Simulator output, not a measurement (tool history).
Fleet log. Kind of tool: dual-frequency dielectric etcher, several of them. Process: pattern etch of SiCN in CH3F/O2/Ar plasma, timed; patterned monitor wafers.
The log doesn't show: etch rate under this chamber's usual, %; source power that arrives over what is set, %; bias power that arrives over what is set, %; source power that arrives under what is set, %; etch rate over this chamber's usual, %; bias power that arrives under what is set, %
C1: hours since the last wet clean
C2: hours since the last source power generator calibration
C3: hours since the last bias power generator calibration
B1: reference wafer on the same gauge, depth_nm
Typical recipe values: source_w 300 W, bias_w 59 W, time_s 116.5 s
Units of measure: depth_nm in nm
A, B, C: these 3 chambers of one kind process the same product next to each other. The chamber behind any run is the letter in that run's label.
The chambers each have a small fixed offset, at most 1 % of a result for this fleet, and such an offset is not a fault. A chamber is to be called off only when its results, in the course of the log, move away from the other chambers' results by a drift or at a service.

{"run": "1C", "hour": 4.4, "source_w": 300, "bias_w": 59, "time_s": 116.5, "C1": 76.4, "C2": 507.2, "C3": 873.5, "B1": 32.689, "depth_nm": 36.901}
{"run": "2A", "hour": 8.5, "source_w": 300, "bias_w": 59, "time_s": 116.5, "C1": 272.7, "C2": 900.2, "C3": 1078.3, "B1": 32.681, "depth_nm": 36.845}
{"run": "3B", "hour": 11.6, "source_w": 300, "bias_w": 59, "time_s": 116.5, "C1": 385.9, "C2": 1293.1, "C3": 1033.1, "B1": 32.627, "depth_nm": 36.53}
{"run": "4A", "hour": 14.7, "source_w": 300, "bias_w": 59, "time_s": 116.5, "C1": 278.9, "C2": 906.4, "C3": 1084.5, "B1": 32.714, "depth_nm": 36.373}
{"run": "5C", "hour": 19.0, "source_w": 300, "bias_w": 59, "time_s": 116.5, "C1": 91, "C2": 521.8, "C3": 888.1, "B1": 32.633, "depth_nm": 36.663}
{"run": "6B", "hour": 23.5, "source_w": 300, "bias_w": 59, "time_s": 116.5, "C1": 397.8, "C2": 1305, "C3": 1045, "B1": 32.721, "depth_nm": 36.353}
{"run": "7B", "hour": 26.3, "source_w": 300, "bias_w": 59, "time_s": 116.5, "C1": 400.6, "C2": 1307.8, "C3": 1047.8, "B1": 32.734, "depth_nm": 36.258}
{"run": "8A", "hour": 30.2, "source_w": 300, "bias_w": 59, "time_s": 116.5, "C1": 294.4, "C2": 921.9, "C3": 1100, "B1": 32.695, "depth_nm": 36.462}
{"run": "9C", "hour": 33.8, "source_w": 300, "bias_w": 59, "time_s": 116.5, "C1": 105.8, "C2": 536.6, "C3": 902.9, "B1": 32.698, "depth_nm": 37.479}
{"run": "10C", "hour": 37.8, "source_w": 300, "bias_w": 59, "time_s": 116.5, "C1": 109.8, "C2": 540.6, "C3": 906.9, "B1": 32.687, "depth_nm": 37.262}
{"hour": 38.5, "done": "chamber B: wet clean of the chamber"}
{"run": "11B", "hour": 42.9, "source_w": 300, "bias_w": 59, "time_s": 116.5, "C1": 4.4, "C2": 1324.4, "C3": 1064.4, "B1": 32.666, "depth_nm": 34.398}
{"run": "12A", "hour": 45.4, "source_w": 230, "bias_w": 59, "time_s": 116.5, "C1": 309.6, "C2": 937.1, "C3": 1115.2, "B1": 32.634, "depth_nm": 33.427}
{"run": "13B", "hour": 49.3, "source_w": 230, "bias_w": 59, "time_s": 116.5, "C1": 10.8, "C2": 1330.8, "C3": 1070.8, "B1": 32.626, "depth_nm": 30.932}
{"run": "14C", "hour": 54.3, "source_w": 230, "bias_w": 59, "time_s": 116.5, "C1": 126.3, "C2": 557.1, "C3": 923.4, "B1": 32.737, "depth_nm": 33.479}
{"run": "15A", "hour": 59.2, "source_w": 300, "bias_w": 59, "time_s": 116.5, "C1": 323.4, "C2": 950.9, "C3": 1129, "B1": 32.718, "depth_nm": 36.561}
{"run": "16A", "hour": 62.8, "source_w": 300, "bias_w": 59, "time_s": 116.5, "C1": 327, "C2": 954.5, "C3": 1132.6, "B1": 32.755, "depth_nm": 36.817}
{"run": "17B", "hour": 66.8, "source_w": 300, "bias_w": 59, "time_s": 116.5, "C1": 28.3, "C2": 1348.3, "C3": 1088.3, "B1": 32.737, "depth_nm": 34.988}
{"run": "18C", "hour": 69.3, "source_w": 300, "bias_w": 59, "time_s": 116.5, "C1": 141.3, "C2": 572.1, "C3": 938.4, "B1": 32.745, "depth_nm": 36.575}
{"run": "19C", "hour": 72.4, "source_w": 340, "bias_w": 71, "time_s": 116.5, "C1": 144.4, "C2": 575.2, "C3": 941.5, "B1": 32.734, "depth_nm": 40.622}
{"run": "20B", "hour": 77.5, "source_w": 340, "bias_w": 71, "time_s": 116.5, "C1": 39, "C2": 1359, "C3": 1099, "B1": 32.718, "depth_nm": 38.768}
{"run": "21A", "hour": 82.0, "source_w": 340, "bias_w": 71, "time_s": 116.5, "C1": 346.2, "C2": 973.7, "C3": 1151.8, "B1": 32.719, "depth_nm": 40.796}
{"run": "22B", "hour": 86.3, "source_w": 300, "bias_w": 59, "time_s": 116.5, "C1": 47.8, "C2": 1367.8, "C3": 1107.8, "B1": 32.743, "depth_nm": 34.643}
{"run": "23C", "hour": 90.4, "source_w": 300, "bias_w": 59, "time_s": 116.5, "C1": 162.4, "C2": 593.2, "C3": 959.5, "B1": 32.706, "depth_nm": 36.925}
{"run": "24A", "hour": 93.4, "source_w": 300, "bias_w": 59, "time_s": 116.5, "C1": 357.6, "C2": 985.1, "C3": 1163.2, "B1": 32.664, "depth_nm": 36.6}
{"run": "25C", "hour": 97.8, "source_w": 300, "bias_w": 59, "time_s": 116.5, "C1": 169.8, "C2": 600.6, "C3": 966.9, "B1": 32.68, "depth_nm": 37.045}
{"run": "26B", "hour": 100.2, "source_w": 300, "bias_w": 59, "time_s": 116.5, "C1": 61.7, "C2": 1381.7, "C3": 1121.7, "B1": 32.683, "depth_nm": 34.403}
{"run": "27A", "hour": 103.6, "source_w": 300, "bias_w": 59, "time_s": 116.5, "C1": 367.8, "C2": 995.3, "C3": 1173.4, "B1": 32.713, "depth_nm": 36.069}
{"run": "28C", "hour": 108.3, "source_w": 300, "bias_w": 59, "time_s": 116.5, "C1": 180.3, "C2": 611.1, "C3": 977.4, "B1": 32.69, "depth_nm": 36.644}
{"run": "29A", "hour": 113.0, "source_w": 300, "bias_w": 59, "time_s": 116.5, "C1": 377.2, "C2": 1004.7, "C3": 1182.8, "B1": 32.697, "depth_nm": 36.546}
{"run": "30B", "hour": 117.6, "source_w": 230, "bias_w": 67, "time_s": 116.5, "C1": 79.1, "C2": 1399.1, "C3": 1139.1, "B1": 32.673, "depth_nm": 32.573}

Is one chamber out of step, is the gauge drifting, or do the chambers differ by no more than their own small offsets? For an off chamber, give its letter and the likeliest cause.

Chamber B has stood off from the others ever since a service on it.
Cause: etch rate under this chamber's usual, % = 5.01.

Which of the 4 candidates below, each the usual settings with something changed and its results left as question marks, puts chamber B back in line with what the other chambers give on the usual settings?
In line here means within this much of the mean the other chambers give on the usual settings: depth_nm 0.89 nm
{"run": "31B-1", "hour": 121.6, "source_w": 300, "bias_w": 58, "time_s": 110.5, "depth_nm": "?"}
{"run": "31B-2", "hour": 121.6, "source_w": 300, "bias_w": 62, "time_s": 116.5, "depth_nm": "?"}
{"run": "31B-3", "hour": 121.6, "source_w": 300, "bias_w": 69, "time_s": 116.5, "depth_nm": "?"}
{"run": "31B-4", "hour": 121.6, "source_w": 300, "bias_w": 59, "time_s": 114.5, "depth_nm": "?"}

Average result of the remaining chambers running the usual settings: depth_nm 36.666 nm
run=31B-1 depth_nm=32.604
run=31B-2 depth_nm=35.177
run=31B-3 depth_nm=36.531
run=31B-4 depth_nm=33.983
31B-3 is the one that brings the chamber's results back in line with the other chambers.

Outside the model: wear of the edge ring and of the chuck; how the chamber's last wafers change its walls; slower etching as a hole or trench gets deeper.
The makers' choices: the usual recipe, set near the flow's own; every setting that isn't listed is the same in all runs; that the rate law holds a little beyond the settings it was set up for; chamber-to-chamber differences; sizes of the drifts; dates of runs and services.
